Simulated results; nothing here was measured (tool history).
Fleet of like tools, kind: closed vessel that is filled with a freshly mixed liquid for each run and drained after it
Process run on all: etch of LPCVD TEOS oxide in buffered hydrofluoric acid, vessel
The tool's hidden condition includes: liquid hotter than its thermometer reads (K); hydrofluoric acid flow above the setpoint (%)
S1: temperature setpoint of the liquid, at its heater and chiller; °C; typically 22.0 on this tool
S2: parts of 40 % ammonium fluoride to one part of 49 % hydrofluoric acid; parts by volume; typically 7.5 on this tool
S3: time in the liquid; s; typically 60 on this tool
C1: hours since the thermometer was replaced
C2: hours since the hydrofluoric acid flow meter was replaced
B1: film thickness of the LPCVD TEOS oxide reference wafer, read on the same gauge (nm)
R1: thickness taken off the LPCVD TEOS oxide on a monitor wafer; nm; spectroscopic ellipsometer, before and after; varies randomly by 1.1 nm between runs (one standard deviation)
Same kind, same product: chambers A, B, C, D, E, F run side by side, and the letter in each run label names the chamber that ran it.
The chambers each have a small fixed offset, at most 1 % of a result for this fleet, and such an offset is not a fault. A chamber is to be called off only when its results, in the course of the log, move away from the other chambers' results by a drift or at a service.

run   hour    S1   S2  S3      C1      C2      B1      R1
 1B    4.9  22.0  7.5  60  1442.7  1482.2  130.00  231.13
 2F    8.6  22.0  7.5  60   286.0   597.6  130.02  228.81
 3E   17.0  22.0  7.5  60   295.9  1153.9  129.97  232.71
 4D   25.2  22.0  7.5  60    84.1   635.6  130.02  230.62
 5C   32.0  22.0  7.5  60   160.6   757.9  130.02  230.19
 6A   37.1  22.0  7.5  75   959.3  1454.8  130.01  286.43
 7E   41.0  22.0  7.5  75   319.9  1177.9  129.97  289.68
 8B   45.1  22.0  7.5  75  1482.9  1522.4  130.03  290.57
 9C   53.1  22.0  7.5  75   181.7   779.0  129.99  288.33
10A   59.6  22.0  7.5  75   981.8  1477.3  130.04  285.90
11D   66.1  22.0  7.5  75   125.0   676.5  129.99  289.19
12F   70.9  22.0  7.5  60   348.3   659.9  130.00  229.61
13F   77.0  22.0  7.5  60   354.4   666.0  129.96  228.51
14B   81.2  22.0  7.5  60  1519.0  1558.5  130.03  231.39
15E   86.7  22.0  7.5  60   365.6  1223.6  129.98  230.37
16D   91.3  22.0  7.5  60   150.2   701.7  130.01  231.68
17A   97.5  22.0  7.5  60  1019.7  1515.2  129.97  230.87
18C  105.1  22.0  7.5  60   233.7   831.0  130.05  229.85
19B  113.3  22.0  7.5  60  1551.1  1590.6  130.01  235.95
20C  119.3  22.0  7.5  60   247.9   845.2  130.01  230.51
21D  125.6  17.5  7.5  60   184.5   736.0  129.98  180.78
22E  133.3  17.5  7.5  60   412.2  1270.2  129.93  178.97
     135.9  -- chamber E: hydrofluoric acid flow meter replaced
23F  139.9  17.5  7.5  60   417.3   728.9  129.96  178.21
24A  147.5  17.5  7.5  60  1069.7  1565.2  130.02  180.73
25E  153.8  17.5  7.5  60   432.7    17.9  130.02  178.30
26D  159.7  17.5  7.5  60   218.6   770.1  129.98  181.67
27A  165.7  22.0  7.5  60  1087.9  1583.4  129.99  230.68
28F  171.5  22.0  7.5  60   448.9   760.5  129.97  229.55
29C  177.8  22.0  7.5  60   306.4   903.7  129.98  231.50
30B  182.6  22.0  7.5  60  1620.4  1659.9  130.04  240.98
31F  187.0  22.0  7.5  60   464.4   776.0  130.04  230.34
32A  192.4  22.0  7.5  60  1114.6  1610.1  130.01  231.07
33D  197.7  22.0  7.5  60   256.6   808.1  130.00  230.41
34C  206.0  22.0  7.5  60   334.6   931.9  129.99  229.64
35B  209.8  22.0  7.5  60  1647.6  1687.1  130.05  246.62
36E  215.1  22.0  7.5  60   494.0    79.2  129.98  231.97
37A  220.9  22.0  7.5  60  1143.1  1638.6  129.93  229.14
38F  227.8  22.0  7.5  60   505.2   816.8  129.97  228.68

Next, all 6 chambers run the settings below, one line each with question marks for the results. What does each chamber give?
39A  233.9  22.0  7.5  60               ?
39B  233.9  22.0  7.5  60               ?
39C  233.9  22.0  7.5  60               ?
39D  233.9  22.0  7.5  60               ?
39E  233.9  22.0  7.5  60               ?
39F  233.9  22.0  7.5  60               ?

run      R1
39A  229.10
39B  247.93
39C  230.68
39D  230.16
39E  230.48
39F  229.31

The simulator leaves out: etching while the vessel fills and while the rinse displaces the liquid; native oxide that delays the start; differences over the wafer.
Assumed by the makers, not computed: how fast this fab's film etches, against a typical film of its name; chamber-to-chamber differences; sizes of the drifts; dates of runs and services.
